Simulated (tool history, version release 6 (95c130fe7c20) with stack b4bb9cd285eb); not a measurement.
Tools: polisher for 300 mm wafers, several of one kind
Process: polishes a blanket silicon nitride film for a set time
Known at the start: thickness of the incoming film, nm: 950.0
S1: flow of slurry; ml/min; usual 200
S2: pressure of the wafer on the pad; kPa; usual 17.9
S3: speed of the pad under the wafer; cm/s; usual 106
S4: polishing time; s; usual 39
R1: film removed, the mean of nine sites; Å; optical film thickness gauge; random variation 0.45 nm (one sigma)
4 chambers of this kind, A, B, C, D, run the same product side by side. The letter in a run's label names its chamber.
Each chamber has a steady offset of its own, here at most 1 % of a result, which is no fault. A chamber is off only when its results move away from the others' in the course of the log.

run,hour,S1,S2,S3,S4,R1
1B,4.7,200,17.9,106,39,487.10
2C,9.4,200,17.9,106,39,499.10
3A,13.0,200,17.9,106,39,483.37
# hour 13.8: chamber B: worn pad replaced by a new one
4D,17.9,200,17.9,106,39,472.22
5B,21.8,200,17.9,106,39,492.16
6A,24.2,200,17.9,106,39,487.99
7D,28.1,200,17.9,106,39,475.34
8C,30.7,200,17.9,106,39,488.06
9A,34.9,200,17.9,106,39,485.80
10B,39.5,200,17.9,106,39,485.81
11D,43.1,200,17.9,106,39,485.28
12C,48.1,200,17.9,106,39,494.85
13A,50.4,200,17.9,106,39,466.65
14B,53.3,200,17.9,106,39,481.82
15D,55.6,200,17.9,106,39,488.67
16C,58.5,200,17.9,106,39,489.03
17D,61.3,200,17.9,106,39,487.21
18A,65.7,200,17.9,106,39,446.38
19C,68.6,200,17.9,106,39,485.44
20B,71.6,200,17.9,106,39,485.29
21A,74.7,200,17.9,92,26,265.37
22C,77.5,200,17.9,92,26,294.07
# hour 80.0: chamber B: worn pad replaced by a new one
23B,81.8,200,17.9,92,26,292.55
# hour 82.5: chamber D: head pressure recalibrated
# hour 84.0: chamber D: worn pad replaced by a new one
24D,84.8,200,17.9,92,26,285.09
# hour 85.2: chamber A: slurry nozzle cleaned
25A,89.2,225,14.5,106,39,356.54
26D,92.8,225,14.5,106,39,402.34

What goes on in this fleet: one chamber off, a drifting gauge, or nothing beyond the chambers' own small offsets? Name the chamber and the cause, if any.

Chamber A drifts away from the others.
Cause: removal rate lost through wear of the pad, % = 11.8.
The log may not tell that from: head's pressure below its setpoint, %.

Here are 4 candidates for chamber A's next run, each the usual settings with a change, their results left as question marks. Which one brings its results back in line with what the others give on the usual settings?
In line means no further than this from the other chambers' mean on the usual settings: R1 16.00 Å
27A-1,96.5,200,18.6,110,41,?
27A-2,96.5,200,16.5,100,36,?
27A-3,96.5,200,19.3,112,42,?
27A-4,96.5,200,17.2,102,37,?

The other chambers' mean on the usual settings: R1 486.33 Å
run,R1
27A-1,482.83
27A-2,349.41
27A-3,520.34
27A-4,380.02
27A-1 brings the chamber back in line.
